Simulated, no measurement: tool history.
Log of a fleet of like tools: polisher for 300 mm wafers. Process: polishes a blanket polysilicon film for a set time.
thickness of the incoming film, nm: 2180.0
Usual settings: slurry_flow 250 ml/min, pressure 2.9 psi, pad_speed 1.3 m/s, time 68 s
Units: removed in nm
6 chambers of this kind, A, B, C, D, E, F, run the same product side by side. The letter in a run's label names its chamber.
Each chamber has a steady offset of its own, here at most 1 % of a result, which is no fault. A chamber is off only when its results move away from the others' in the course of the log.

-- hour=6.4 chamber C: head pressure recalibrated
run 1D hour=9.7 | slurry_flow=250 pressure=2.9 pad_speed=1.3 time=68 | removed=633.82
run 2A hour=20.3 | slurry_flow=250 pressure=2.9 pad_speed=1.3 time=68 | removed=623.73
run 3B hour=31.3 | slurry_flow=250 pressure=2.9 pad_speed=1.3 time=68 | removed=623.33
-- hour=34.2 chamber A: worn pad replaced by a new one
run 4C hour=47.6 | slurry_flow=250 pressure=2.9 pad_speed=1.3 time=68 | removed=634.49
-- hour=47.8 chamber F: worn pad replaced by a new one
-- hour=57.9 chamber E: worn pad replaced by a new one
run 5E hour=63.3 | slurry_flow=250 pressure=2.3 pad_speed=1.3 time=68 | removed=499.99
-- hour=71.3 chamber D: worn pad replaced by a new one
run 6F hour=74.1 | slurry_flow=250 pressure=2.3 pad_speed=1.3 time=68 | removed=494.57
run 7E hour=85.4 | slurry_flow=250 pressure=2.3 pad_speed=1.3 time=68 | removed=500.04
run 8C hour=92.9 | slurry_flow=250 pressure=2.3 pad_speed=1.3 time=68 | removed=490.13
-- hour=94.7 chamber C: worn pad replaced by a new one
run 9B hour=101.8 | slurry_flow=250 pressure=2.3 pad_speed=1.3 time=68 | removed=503.85
run 10F hour=108.9 | slurry_flow=250 pressure=2.3 pad_speed=1.3 time=68 | removed=499.15
-- hour=117.2 chamber B: worn pad replaced by a new one
run 11A hour=123.6 | slurry_flow=250 pressure=2.9 pad_speed=1.3 time=68 | removed=634.01
-- hour=123.7 chamber B: slurry nozzle cleaned
run 12D hour=137.4 | slurry_flow=250 pressure=2.9 pad_speed=1.3 time=68 | removed=634.29
-- hour=137.5 chamber F: head pressure recalibrated
run 13B hour=147.9 | slurry_flow=250 pressure=2.9 pad_speed=1.3 time=68 | removed=624.34
-- hour=149.1 chamber D: worn pad replaced by a new one
-- hour=150.6 chamber E: worn pad replaced by a new one
run 14C hour=161.9 | slurry_flow=250 pressure=2.9 pad_speed=1.3 time=68 | removed=634.13
run 15F hour=174 | slurry_flow=250 pressure=2.9 pad_speed=1.3 time=68 | removed=631.73
-- hour=177.7 chamber F: worn pad replaced by a new one
run 16D hour=188 | slurry_flow=250 pressure=3.3 pad_speed=1.06 time=68 | removed=591.25
-- hour=192.1 chamber E: slurry nozzle cleaned
-- hour=194.3 chamber A: worn pad replaced by a new one
run 17E hour=195.7 | slurry_flow=250 pressure=3.3 pad_speed=1.06 time=68 | removed=577.15
run 18A hour=202.8 | slurry_flow=250 pressure=3.3 pad_speed=1.06 time=68 | removed=587.85
run 19F hour=212.2 | slurry_flow=250 pressure=3.3 pad_speed=1.06 time=68 | removed=585.12
-- hour=213 chamber A: slurry nozzle cleaned
run 20E hour=222.7 | slurry_flow=250 pressure=3.3 pad_speed=1.06 time=68 | removed=579.2
-- hour=224.1 chamber F: slurry nozzle cleaned
run 21A hour=237.9 | slurry_flow=250 pressure=3.3 pad_speed=1.06 time=68 | removed=577.3
-- hour=238.9 chamber C: worn pad replaced by a new one
-- hour=245.7 chamber D: worn pad replaced by a new one
-- hour=248.1 chamber E: worn pad replaced by a new one
run 22C hour=252.6 | slurry_flow=250 pressure=2.9 pad_speed=1.3 time=68 | removed=628.1
run 23B hour=263.5 | slurry_flow=250 pressure=2.9 pad_speed=1.3 time=68 | removed=620.88
-- hour=265.1 chamber B: worn pad replaced by a new one
run 24D hour=275.7 | slurry_flow=250 pressure=2.9 pad_speed=1.56 time=68 | removed=762.39
run 25B hour=292.1 | slurry_flow=250 pressure=2.9 pad_speed=1.56 time=68 | removed=741.65
-- hour=295 chamber F: worn pad replaced by a new one
run 26F hour=301.6 | slurry_flow=250 pressure=2.9 pad_speed=1.56 time=68 | removed=759.76
run 27D hour=310.6 | slurry_flow=250 pressure=2.9 pad_speed=1.56 time=68 | removed=753.95
run 28C hour=319.3 | slurry_flow=250 pressure=2.9 pad_speed=1.56 time=68 | removed=762.7
-- hour=327.2 chamber D: worn pad replaced by a new one
run 29A hour=328.7 | slurry_flow=250 pressure=2.9 pad_speed=1.56 time=68 | removed=742.22
-- hour=330.6 chamber A: worn pad replaced by a new one
run 30E hour=337.2 | slurry_flow=250 pressure=2.9 pad_speed=1.3 time=68 | removed=630.78
-- hour=348 chamber E: worn pad replaced by a new one
run 31F hour=350.5 | slurry_flow=250 pressure=2.9 pad_speed=1.3 time=68 | removed=629.99
run 32B hour=360.2 | slurry_flow=210 pressure=2.9 pad_speed=1.3 time=68 | removed=614.59
-- hour=361 chamber C: worn pad replaced by a new one
run 33A hour=374.6 | slurry_flow=210 pressure=2.9 pad_speed=1.3 time=68 | removed=619.25
run 34E hour=390.5 | slurry_flow=210 pressure=2.9 pad_speed=1.3 time=68 | removed=611.14
run 35C hour=397.9 | slurry_flow=210 pressure=2.9 pad_speed=1.3 time=68 | removed=614.31
-- hour=402.1 chamber D: worn pad replaced by a new one
run 36D hour=414.1 | slurry_flow=210 pressure=2.9 pad_speed=1.3 time=68 | removed=614.7
run 37F hour=426.6 | slurry_flow=210 pressure=2.9 pad_speed=1.3 time=68 | removed=620.93

What goes on in this fleet: one chamber off, a drifting gauge, or nothing beyond the chambers' own small offsets? Name the chamber and the cause, if any.

No chamber stands off beyond its own small offset, and the gauge holds steady.

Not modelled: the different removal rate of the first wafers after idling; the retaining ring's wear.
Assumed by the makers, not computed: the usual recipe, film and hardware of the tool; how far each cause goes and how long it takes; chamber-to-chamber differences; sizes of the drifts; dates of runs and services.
